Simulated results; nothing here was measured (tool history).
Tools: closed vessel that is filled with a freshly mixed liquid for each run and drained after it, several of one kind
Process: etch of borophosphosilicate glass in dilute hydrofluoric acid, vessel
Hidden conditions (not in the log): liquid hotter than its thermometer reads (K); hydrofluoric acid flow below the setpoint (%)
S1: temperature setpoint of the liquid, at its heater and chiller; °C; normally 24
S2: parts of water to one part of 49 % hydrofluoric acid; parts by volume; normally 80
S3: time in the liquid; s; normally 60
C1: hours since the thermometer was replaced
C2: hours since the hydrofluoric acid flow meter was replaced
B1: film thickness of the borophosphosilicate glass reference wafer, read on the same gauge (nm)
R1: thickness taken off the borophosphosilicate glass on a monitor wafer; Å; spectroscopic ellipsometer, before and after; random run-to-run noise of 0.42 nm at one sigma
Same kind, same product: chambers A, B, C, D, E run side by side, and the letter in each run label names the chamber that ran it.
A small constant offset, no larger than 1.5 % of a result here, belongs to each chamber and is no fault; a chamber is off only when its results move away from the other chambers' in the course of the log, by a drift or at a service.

Run 1B, day 0.162: usual settings; C1 1211.1; C2 478.7; B1 149.98. Result: R1 522.39 Å.
Run 2C, day 0.342: usual settings; C1 1507.2; C2 213.2; B1 150. Result: R1 520.1 Å.
Run 3D, day 0.512: usual settings; C1 734; C2 968.2; B1 150.02. Result: R1 518.51 Å.
Run 4E, day 0.662: usual settings; C1 288.2; C2 2433.6; B1 149.99. Result: R1 505.22 Å.
Run 5A, day 0.821: usual settings; C1 450.5; C2 58.3; B1 150.01. Result: R1 519.82 Å.
Run 6D, day 0.954: usual settings; C1 744.6; C2 978.8; B1 150. Result: R1 520.57 Å.
Run 7E, day 1.212: usual settings but S2 50 parts by volume; C1 301.4; C2 2446.8; B1 149.98. Result: R1 843.94 Å.
Run 8A, day 1.338: usual settings but S2 50 parts by volume; C1 462.9; C2 70.7; B1 150.04. Result: R1 871.75 Å.
Run 9C, day 1.554: usual settings but S2 50 parts by volume; C1 1536.3; C2 242.3; B1 150.01. Result: R1 858.65 Å.
Run 10B, day 1.825: usual settings but S2 50 parts by volume; C1 1251; C2 518.6; B1 150.01. Result: R1 850.92 Å.
Run 11A, day 2.088: usual settings but S2 50 parts by volume; C1 480.9; C2 88.7; B1 149.98. Result: R1 858.13 Å.
Run 12C, day 2.212: usual settings; C1 1552.1; C2 258.1; B1 149.98. Result: R1 519.29 Å.
Run 13B, day 2.396: usual settings; C1 1264.7; C2 532.3; B1 150. Result: R1 513.45 Å.
Run 14D, day 2.558: usual settings; C1 783.1; C2 1017.3; B1 149.98. Result: R1 526.67 Å.
Run 15E, day 2.717: usual settings; C1 337.5; C2 2482.9; B1 150.02. Result: R1 504.62 Å.
Run 16D, day 2.875: usual settings; C1 790.7; C2 1024.9; B1 149.94. Result: R1 519.51 Å.
Run 17E, day 3.025: usual settings but S2 55 parts by volume; C1 344.9; C2 2490.3; B1 150.01. Result: R1 763.35 Å.
Run 18A, day 3.183: usual settings but S2 55 parts by volume; C1 507.2; C2 115; B1 150.01. Result: R1 809.48 Å.
Run 19B, day 3.333: usual settings but S2 55 parts by volume; C1 1287.2; C2 554.8; B1 150. Result: R1 781.14 Å.
Run 20C, day 3.546: usual settings but S2 55 parts by volume; C1 1584.1; C2 290.1; B1 150.02. Result: R1 782.7 Å.
Run 21A, day 3.712: usual settings but S2 55 parts by volume; C1 519.9; C2 127.7; B1 150.06. Result: R1 807.76 Å.
Run 22B, day 3.883: usual settings; C1 1300.4; C2 568; B1 149.98. Result: R1 512.15 Å.
Run 23C, day 4.142: usual settings; C1 1598.4; C2 304.4; B1 150. Result: R1 524.83 Å.
Run 24E, day 4.271: usual settings; C1 374.8; C2 2520.2; B1 150. Result: R1 507.99 Å.
Run 25D, day 4.433: usual settings; C1 828.1; C2 1062.3; B1 150.06. Result: R1 525.51 Å.
Run 26E, day 4.688: usual settings; C1 384.8; C2 2530.2; B1 149.96. Result: R1 508.7 Å.
Run 27C, day 4.95: usual settings; C1 1617.8; C2 323.8; B1 150. Result: R1 521.56 Å.
Run 28D, day 5.079: usual settings; C1 843.6; C2 1077.8; B1 150.01. Result: R1 516.22 Å.
Run 29B, day 5.288: usual settings; C1 1334.1; C2 601.7; B1 150. Result: R1 512.6 Å.
Run 30A, day 5.458: usual settings; C1 561.8; C2 169.6; B1 149.98. Result: R1 560.11 Å.
Run 31B, day 5.583: usual settings; C1 1341.2; C2 608.8; B1 150.01. Result: R1 515.28 Å.

The same settings go to every chamber for the next run, one line per chamber below. Forecast the results for each:
Run 32A, day 5.779: usual settings. Result: R1 ?.
Run 32B, day 5.779: usual settings. Result: R1 ?.
Run 32C, day 5.779: usual settings. Result: R1 ?.
Run 32D, day 5.779: usual settings. Result: R1 ?.
Run 32E, day 5.779: usual settings. Result: R1 ?.

run      R1
32A  570.02
32B   514.7
32C  519.33
32D  517.06
32E  501.19

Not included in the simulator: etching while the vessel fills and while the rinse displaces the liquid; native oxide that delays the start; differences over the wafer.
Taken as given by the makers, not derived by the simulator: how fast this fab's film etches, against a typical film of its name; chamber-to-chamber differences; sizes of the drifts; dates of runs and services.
